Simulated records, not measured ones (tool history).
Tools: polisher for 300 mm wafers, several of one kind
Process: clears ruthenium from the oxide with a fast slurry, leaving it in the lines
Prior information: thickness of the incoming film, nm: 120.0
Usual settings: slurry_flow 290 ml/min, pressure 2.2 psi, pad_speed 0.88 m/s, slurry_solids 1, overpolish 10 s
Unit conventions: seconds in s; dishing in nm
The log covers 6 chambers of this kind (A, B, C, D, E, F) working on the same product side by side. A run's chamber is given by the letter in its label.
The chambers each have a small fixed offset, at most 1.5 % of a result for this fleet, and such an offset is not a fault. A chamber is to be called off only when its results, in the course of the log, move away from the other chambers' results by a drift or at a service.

-- hour=3.5 chamber C: slurry blender recalibrated
-- hour=8.7 chamber C: head pressure recalibrated
run 1D hour=11.3 | slurry_flow=290 pressure=2.2 pad_speed=0.88 slurry_solids=1 overpolish=10 | seconds=35.655 dishing=28.733
-- hour=13.8 chamber B: slurry blender recalibrated
-- hour=14.4 chamber F: worn pad replaced by a new one
-- hour=20.0 chamber B: worn pad replaced by a new one
run 2B hour=21.7 | slurry_flow=290 pressure=2.2 pad_speed=0.88 slurry_solids=1 overpolish=10 | seconds=36.634 dishing=28.986
-- hour=26.3 chamber A: worn pad replaced by a new one
-- hour=29.4 chamber C: worn pad replaced by a new one
-- hour=34.6 chamber A: slurry blender recalibrated
run 3C hour=36.4 | slurry_flow=290 pressure=2.2 pad_speed=0.88 slurry_solids=1 overpolish=10 | seconds=35.764 dishing=29.102
-- hour=43.0 chamber E: worn pad replaced by a new one
run 4A hour=48.5 | slurry_flow=290 pressure=2.2 pad_speed=0.88 slurry_solids=1 overpolish=10 | seconds=35.166 dishing=28.402
run 5F hour=56.6 | slurry_flow=240 pressure=2.2 pad_speed=0.88 slurry_solids=1 overpolish=10 | seconds=36.729 dishing=28.331
run 6E hour=65.1 | slurry_flow=240 pressure=2.2 pad_speed=0.88 slurry_solids=1 overpolish=10 | seconds=35.729 dishing=29.046
run 7F hour=73.9 | slurry_flow=240 pressure=2.2 pad_speed=0.88 slurry_solids=1 overpolish=10 | seconds=36.634 dishing=28.974
-- hour=81.0 chamber A: slurry nozzle cleaned
run 8B hour=81.6 | slurry_flow=240 pressure=2.2 pad_speed=0.88 slurry_solids=1 overpolish=10 | seconds=36.760 dishing=28.007
-- hour=83.3 chamber D: worn pad replaced by a new one
-- hour=83.8 chamber E: slurry nozzle cleaned
-- hour=85.0 chamber D: slurry blender recalibrated
run 9C hour=90.5 | slurry_flow=240 pressure=2.2 pad_speed=0.88 slurry_solids=1 overpolish=10 | seconds=35.748 dishing=28.259
-- hour=90.6 chamber F: head pressure recalibrated
-- hour=99.9 chamber F: worn pad replaced by a new one
run 10E hour=105.1 | slurry_flow=240 pressure=2.2 pad_speed=0.88 slurry_solids=1 overpolish=10 | seconds=36.887 dishing=28.623
-- hour=106.2 chamber B: head pressure recalibrated
-- hour=111.3 chamber B: worn pad replaced by a new one
-- hour=113.1 chamber A: worn pad replaced by a new one
-- hour=113.6 chamber C: worn pad replaced by a new one
run 11A hour=114.2 | slurry_flow=290 pressure=2.2 pad_speed=0.88 slurry_solids=1 overpolish=10 | seconds=35.453 dishing=28.729
run 12D hour=121.5 | slurry_flow=290 pressure=2.2 pad_speed=0.88 slurry_solids=1 overpolish=10 | seconds=35.262 dishing=28.588
-- hour=125.3 chamber E: worn pad replaced by a new one
run 13F hour=133.2 | slurry_flow=290 pressure=2.2 pad_speed=0.88 slurry_solids=1 overpolish=10 | seconds=35.624 dishing=29.176
run 14D hour=143.4 | slurry_flow=340 pressure=2.2 pad_speed=0.88 slurry_solids=1 overpolish=10 | seconds=35.011 dishing=28.847
-- hour=144.0 chamber B: slurry nozzle cleaned
run 15B hour=157.2 | slurry_flow=340 pressure=2.2 pad_speed=0.88 slurry_solids=1 overpolish=10 | seconds=34.916 dishing=29.581
run 16E hour=167.1 | slurry_flow=340 pressure=2.2 pad_speed=0.88 slurry_solids=1 overpolish=10 | seconds=35.815 dishing=29.151
run 17C hour=174.7 | slurry_flow=340 pressure=2.2 pad_speed=0.88 slurry_solids=1 overpolish=10 | seconds=35.889 dishing=29.994
-- hour=178.5 chamber D: worn pad replaced by a new one
run 18A hour=184.0 | slurry_flow=340 pressure=2.2 pad_speed=0.88 slurry_solids=1 overpolish=10 | seconds=34.898 dishing=28.406
-- hour=191.9 chamber F: worn pad replaced by a new one
run 19D hour=193.1 | slurry_flow=340 pressure=2.2 pad_speed=0.88 slurry_solids=1 overpolish=10 | seconds=35.964 dishing=28.483
-- hour=194.4 chamber B: worn pad replaced by a new one
-- hour=198.9 chamber C: worn pad replaced by a new one
run 20A hour=202.2 | slurry_flow=290 pressure=2.2 pad_speed=0.88 slurry_solids=1 overpolish=10 | seconds=36.014 dishing=29.253
-- hour=205.3 chamber E: worn pad replaced by a new one
-- hour=209.0 chamber A: worn pad replaced by a new one
-- hour=210.4 chamber B: slurry blender recalibrated
run 21C hour=214.7 | slurry_flow=290 pressure=2.2 pad_speed=0.88 slurry_solids=1 overpolish=10 | seconds=37.122 dishing=29.047
-- hour=217.4 chamber D: slurry nozzle cleaned
run 22F hour=223.1 | slurry_flow=290 pressure=2.2 pad_speed=0.88 slurry_solids=1 overpolish=10 | seconds=36.453 dishing=27.978
-- hour=232.3 chamber C: slurry blender recalibrated
run 23B hour=233.4 | slurry_flow=290 pressure=2.2 pad_speed=0.88 slurry_solids=1 overpolish=10 | seconds=35.400 dishing=29.558
run 24E hour=245.9 | slurry_flow=290 pressure=2.2 pad_speed=0.88 slurry_solids=1 overpolish=10 | seconds=36.283 dishing=28.732
run 25B hour=253.0 | slurry_flow=290 pressure=2.2 pad_speed=0.88 slurry_solids=1 overpolish=10 | seconds=36.115 dishing=28.977
-- hour=254.2 chamber D: worn pad replaced by a new one
-- hour=263.9 chamber D: slurry blender recalibrated
run 26A hour=264.7 | slurry_flow=290 pressure=2.2 pad_speed=0.88 slurry_solids=1 overpolish=10 | seconds=35.015 dishing=28.747
-- hour=266.4 chamber F: worn pad replaced by a new one
-- hour=271.0 chamber A: slurry blender recalibrated
run 27C hour=274.7 | slurry_flow=290 pressure=2.2 pad_speed=0.88 slurry_solids=1 overpolish=10 | seconds=35.211 dishing=29.862
-- hour=284.6 chamber E: worn pad replaced by a new one
run 28F hour=284.8 | slurry_flow=290 pressure=2.2 pad_speed=0.88 slurry_solids=1 overpolish=10 | seconds=38.301 dishing=27.132
-- hour=287.7 chamber C: worn pad replaced by a new one
run 29D hour=292.8 | slurry_flow=290 pressure=2.2 pad_speed=0.88 slurry_solids=1 overpolish=10 | seconds=36.254 dishing=28.789
-- hour=293.0 chamber B: worn pad replaced by a new one
-- hour=301.4 chamber E: slurry blender recalibrated
-- hour=303.0 chamber A: worn pad replaced by a new one
run 30E hour=304.3 | slurry_flow=290 pressure=2.2 pad_speed=0.88 slurry_solids=1 overpolish=10 | seconds=36.760 dishing=29.414
-- hour=314.8 chamber C: slurry nozzle cleaned
run 31C hour=316.2 | slurry_flow=290 pressure=2.2 pad_speed=0.88 slurry_solids=1 overpolish=10 | seconds=35.791 dishing=29.720
run 32E hour=325.5 | slurry_flow=290 pressure=2.2 pad_speed=0.88 slurry_solids=1 overpolish=10 | seconds=35.772 dishing=29.017
-- hour=333.0 chamber C: head pressure recalibrated
run 33B hour=333.0 | slurry_flow=290 pressure=2.2 pad_speed=0.88 slurry_solids=1 overpolish=10 | seconds=35.430 dishing=28.160
run 34F hour=347.2 | slurry_flow=290 pressure=2.2 pad_speed=0.88 slurry_solids=1 overpolish=10 | seconds=39.754 dishing=25.595
-- hour=347.4 chamber D: worn pad replaced by a new one
-- hour=352.0 chamber F: worn pad replaced by a new one
run 35D hour=354.3 | slurry_flow=290 pressure=2.2 pad_speed=0.88 slurry_solids=1 overpolish=10 | seconds=36.418 dishing=27.742
run 36A hour=368.1 | slurry_flow=290 pressure=2.2 pad_speed=0.88 slurry_solids=1 overpolish=10 | seconds=35.323 dishing=28.727
run 37F hour=380.2 | slurry_flow=290 pressure=2.2 pad_speed=0.88 slurry_solids=1 overpolish=10 | seconds=40.761 dishing=24.243
-- hour=381.6 chamber B: slurry blender recalibrated
-- hour=381.8 chamber E: worn pad replaced by a new one
-- hour=386.9 chamber C: worn pad replaced by a new one
-- hour=388.0 chamber A: worn pad replaced by a new one
-- hour=389.8 chamber B: worn pad replaced by a new one
run 38D hour=391.4 | slurry_flow=290 pressure=2.2 pad_speed=0.88 slurry_solids=1 overpolish=10 | seconds=36.045 dishing=28.271
run 39E hour=401.8 | slurry_flow=290 pressure=2.2 pad_speed=0.88 slurry_solids=1 overpolish=10 | seconds=35.814 dishing=29.638
run 40C hour=415.7 | slurry_flow=290 pressure=2.2 pad_speed=0.88 slurry_solids=1 overpolish=10 | seconds=35.905 dishing=29.629
run 41A hour=428.8 | slurry_flow=205 pressure=2.2 pad_speed=0.88 slurry_solids=1 overpolish=10 | seconds=36.879 dishing=27.029
run 42B hour=437.1 | slurry_flow=205 pressure=2.2 pad_speed=0.88 slurry_solids=1 overpolish=10 | seconds=37.943 dishing=27.813

Predict what each chamber gives when all 6 of them run the settings below next.
run 43A hour=447.8 | slurry_flow=290 pressure=2.8 pad_speed=0.88 slurry_solids=1 overpolish=10 | seconds=? dishing=?
run 43B hour=447.8 | slurry_flow=290 pressure=2.8 pad_speed=0.88 slurry_solids=1 overpolish=10 | seconds=? dishing=?
run 43C hour=447.8 | slurry_flow=290 pressure=2.8 pad_speed=0.88 slurry_solids=1 overpolish=10 | seconds=? dishing=?
run 43D hour=447.8 | slurry_flow=290 pressure=2.8 pad_speed=0.88 slurry_solids=1 overpolish=10 | seconds=? dishing=?
run 43E hour=447.8 | slurry_flow=290 pressure=2.8 pad_speed=0.88 slurry_solids=1 overpolish=10 | seconds=? dishing=?
run 43F hour=447.8 | slurry_flow=290 pressure=2.8 pad_speed=0.88 slurry_solids=1 overpolish=10 | seconds=? dishing=?

run=43A seconds=27.593 dishing=35.473
run=43B seconds=27.982 dishing=35.438
run=43C seconds=28.684 dishing=34.901
run=43D seconds=28.547 dishing=35.427
run=43E seconds=28.099 dishing=36.798
run=43F seconds=34.245 dishing=30.225
